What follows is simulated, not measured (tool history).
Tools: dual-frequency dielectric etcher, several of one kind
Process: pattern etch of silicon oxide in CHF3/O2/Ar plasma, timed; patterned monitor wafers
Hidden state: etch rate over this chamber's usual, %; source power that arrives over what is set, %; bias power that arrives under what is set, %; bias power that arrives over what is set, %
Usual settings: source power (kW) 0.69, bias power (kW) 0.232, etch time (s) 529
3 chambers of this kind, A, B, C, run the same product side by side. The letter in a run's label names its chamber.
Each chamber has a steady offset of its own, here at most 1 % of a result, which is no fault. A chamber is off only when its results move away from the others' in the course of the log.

| run | day | source power (kW) | bias power (kW) | etch time (s) | hours since the last wet clean | hours since the last source power generator calibration | hours since the last bias power generator calibration | read-back reference wafer on the same gauge, depth_nm | mean etch depth across the wafer (Å) |
|---|---|---|---|---|---|---|---|---|---|
| 1C | 0.367 | 0.69 | 0.232 | 529 | 231.1 | 192.2 | 1642.4 | 1260.1 | 12021 |
| 2B | 0.792 | 0.69 | 0.232 | 529 | 480.7 | 2088.6 | 1942.5 | 1259.6 | 11969 |
| 3A | 1.375 | 0.69 | 0.232 | 529 | 130 | 4245.9 | 1295.1 | 1259 | 12084 |
| 4A | 1.717 | 0.69 | 0.232 | 529 | 138.2 | 4254.1 | 1303.3 | 1259.5 | 12084 |
| 5C | 2.079 | 0.69 | 0.232 | 529 | 272.2 | 233.3 | 1683.5 | 1259.2 | 12023 |
| 6B | 2.442 | 0.69 | 0.232 | 529 | 520.3 | 2128.2 | 1982.1 | 1259.4 | 11954 |
| 7C | 2.779 | 0.69 | 0.232 | 529 | 289 | 250.1 | 1700.3 | 1258.8 | 12020 |
| 8A | 3.188 | 0.69 | 0.232 | 529 | 173.5 | 4289.4 | 1338.6 | 1259 | 12057 |
| 9B | 3.554 | 0.69 | 0.232 | 529 | 547 | 2154.9 | 2008.8 | 1258.8 | 11967 |
| 10A | 4.117 | 0.69 | 0.232 | 529 | 195.8 | 4311.7 | 1360.9 | 1258.6 | 12047 |
| 11C | 4.642 | 0.69 | 0.232 | 529 | 333.7 | 294.8 | 1745 | 1258.1 | 12017 |
| 12B | 4.933 | 0.69 | 0.232 | 529 | 580.1 | 2188 | 2041.9 | 1258.4 | 11972 |
| 13A | 5.454 | 0.69 | 0.232 | 529 | 227.9 | 4343.8 | 1393 | 1258.1 | 12032 |
| 14C | 5.958 | 0.69 | 0.252 | 529 | 365.3 | 326.4 | 1776.6 | 1258.2 | 12356 |
| 15B | 6.546 | 0.69 | 0.252 | 529 | 618.8 | 2226.7 | 2080.6 | 1257.7 | 12287 |
| 16A | 6.925 | 0.69 | 0.252 | 529 | 263.2 | 4379.1 | 1428.3 | 1258.1 | 12412 |
| 17C | 7.429 | 0.69 | 0.232 | 529 | 400.6 | 361.7 | 1811.9 | 1257.6 | 12042 |
|  | 7.658 | chamber B: wet clean of the chamber |
| 18B | 7.846 | 0.79 | 0.232 | 652 | 4.6 | 2257.9 | 2111.8 | 1257.6 | 15513 |
| 19C | 8.146 | 0.79 | 0.232 | 652 | 417.8 | 378.9 | 1829.1 | 1257 | 15554 |
| 20A | 8.775 | 0.79 | 0.232 | 652 | 307.6 | 4423.5 | 1472.7 | 1257.2 | 15643 |
|  | 9.146 | chamber C: wet clean of the chamber |
| 21B | 9.288 | 0.69 | 0.232 | 529 | 39.2 | 2292.5 | 2146.4 | 1257 | 11963 |
| 22B | 9.612 | 0.69 | 0.232 | 529 | 47 | 2300.3 | 2154.2 | 1257.1 | 11954 |
| 23C | 9.988 | 0.69 | 0.232 | 529 | 20.2 | 423.1 | 1873.3 | 1256.5 | 11992 |
| 24A | 10.358 | 0.84 | 0.188 | 529 | 345.6 | 4461.5 | 1510.7 | 1256.9 | 12094 |
| 25C | 10.725 | 0.84 | 0.188 | 529 | 37.9 | 440.8 | 1891 | 1256.6 | 12050 |
| 26B | 11.292 | 0.84 | 0.188 | 529 | 87.3 | 2340.6 | 2194.5 | 1256.1 | 11985 |
| 27A | 11.583 | 0.69 | 0.232 | 529 | 375 | 4490.9 | 1540.1 | 1256.4 | 12038 |
| 28A | 11.946 | 0.69 | 0.232 | 529 | 383.7 | 4499.6 | 1548.8 | 1256.1 | 12036 |
| 29C | 12.433 | 0.8 | 0.232 | 529 | 78.9 | 481.8 | 1932 | 1256 | 12687 |
| 30B | 12.792 | 0.8 | 0.232 | 529 | 123.3 | 2376.6 | 2230.5 | 1256 | 12642 |
|  | 12.896 | chamber A: wet clean of the chamber |
| 31B | 13.3 | 0.8 | 0.232 | 529 | 135.5 | 2388.8 | 2242.7 | 1255.6 | 12639 |
| 32C | 13.75 | 0.69 | 0.232 | 529 | 110.5 | 513.4 | 1963.6 | 1255.4 | 12004 |
| 33A | 14.242 | 0.69 | 0.232 | 529 | 32.3 | 4554.7 | 1603.9 | 1255.3 | 12045 |
| 34A | 14.55 | 0.69 | 0.232 | 529 | 39.7 | 4562.1 | 1611.3 | 1255.4 | 12027 |
| 35C | 15.088 | 0.69 | 0.232 | 529 | 142.6 | 545.5 | 1995.7 | 1255.4 | 11980 |
| 36B | 15.6 | 0.69 | 0.232 | 529 | 190.7 | 2444 | 2297.9 | 1255.2 | 11945 |
| 37A | 16.25 | 0.69 | 0.232 | 529 | 80.5 | 4602.9 | 1652.1 | 1254.5 | 12026 |
| 38B | 16.796 | 0.69 | 0.232 | 529 | 219.4 | 2472.7 | 2326.6 | 1254.9 | 11941 |
| 39C | 17.333 | 0.69 | 0.232 | 529 | 196.5 | 599.4 | 2049.6 | 1254 | 11976 |
| 40C | 17.708 | 0.69 | 0.232 | 529 | 205.5 | 608.4 | 2058.6 | 1254.1 | 12004 |
| 41A | 18.196 | 0.69 | 0.232 | 529 | 127.2 | 4649.6 | 1698.8 | 1254.3 | 11998 |

Is one chamber off against the others, does the gauge drift, or is nothing wrong? If a chamber is off, say which, and what the likeliest cause is.

The gauge drifts, so all chambers seem to drift together. No chamber is off.
Cause: gauge reads low (%) = 0.474.

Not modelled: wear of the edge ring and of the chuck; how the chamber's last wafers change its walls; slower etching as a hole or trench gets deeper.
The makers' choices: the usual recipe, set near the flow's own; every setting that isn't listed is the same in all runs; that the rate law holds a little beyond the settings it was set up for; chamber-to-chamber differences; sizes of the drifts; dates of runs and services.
